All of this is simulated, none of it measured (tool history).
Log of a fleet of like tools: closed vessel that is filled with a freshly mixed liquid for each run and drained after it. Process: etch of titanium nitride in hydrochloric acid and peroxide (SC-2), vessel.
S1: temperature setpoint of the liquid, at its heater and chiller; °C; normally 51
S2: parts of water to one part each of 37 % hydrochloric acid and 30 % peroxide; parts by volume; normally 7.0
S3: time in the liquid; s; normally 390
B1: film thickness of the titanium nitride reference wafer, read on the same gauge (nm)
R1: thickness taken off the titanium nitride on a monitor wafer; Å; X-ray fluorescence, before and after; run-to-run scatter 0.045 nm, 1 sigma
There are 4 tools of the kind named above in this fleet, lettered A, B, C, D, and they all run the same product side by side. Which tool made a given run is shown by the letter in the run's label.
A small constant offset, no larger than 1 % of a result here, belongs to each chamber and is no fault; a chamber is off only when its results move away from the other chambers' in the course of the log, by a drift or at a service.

run	hour	S1	S2	S3	B1	R1
1A	13.6	51	7.0	390	120.02	108.320
2B	21.5	51	7.0	390	119.98	107.280
3D	29.3	51	7.0	390	119.99	106.850
4C	42.4	51	7.0	390	119.99	108.820
5B	57.1	51	7.0	390	119.97	107.010
6D	68.2	51	7.0	390	120.01	107.110
7C	77.0	51	7.0	390	120.00	109.310
8A	89.3	51	4.5	390	120.00	150.070
9B	102.5	51	4.5	390	120.00	150.700
10A	116.5	51	4.5	390	120.02	149.940
11C	125.3	51	4.5	390	119.99	149.840
# hour 134.4: chamber C: new drum of peroxide connected
12D	140.5	51	7.0	390	119.99	108.010
13D	149.6	51	7.0	390	120.00	107.770
14B	162.3	51	7.0	390	119.97	109.030
15A	176.0	47	7.0	565	120.01	119.350
16C	186.7	47	7.0	565	120.00	120.470
17A	203.2	47	7.0	565	120.00	119.450
# hour 211.2: chamber A: new drum of peroxide connected
18D	216.5	47	7.0	565	120.03	119.100
19C	228.5	51	7.0	390	120.02	108.840
20B	238.0	51	7.0	390	120.03	109.920
21B	254.2	51	7.0	390	119.99	110.340
22C	267.9	51	7.0	390	119.98	108.340
23D	278.8	51	7.0	390	120.03	107.880
24A	293.4	51	7.0	390	119.99	107.500
25A	305.1	51	7.0	390	119.99	106.900
26B	318.9	51	7.0	390	120.02	110.970
27D	326.9	47	7.0	390	119.99	81.855
28C	342.9	47	7.0	390	119.97	82.486
29D	357.3	47	7.0	390	120.03	81.788
30A	366.4	47	7.0	390	119.99	82.072
31B	379.2	51	7.0	390	120.01	111.010
32C	392.9	51	7.0	390	120.00	108.890
33B	405.5	51	7.0	390	119.99	111.910
34A	414.3	51	7.0	390	119.99	107.350

All 4 chambers run these settings next. Forecast each chamber's results:
35A	426.2	51	7.0	390		?
35B	426.2	51	7.0	390		?
35C	426.2	51	7.0	390		?
35D	426.2	51	7.0	390		?

run	R1
35A	107.980
35B	112.470
35C	107.970
35D	107.440
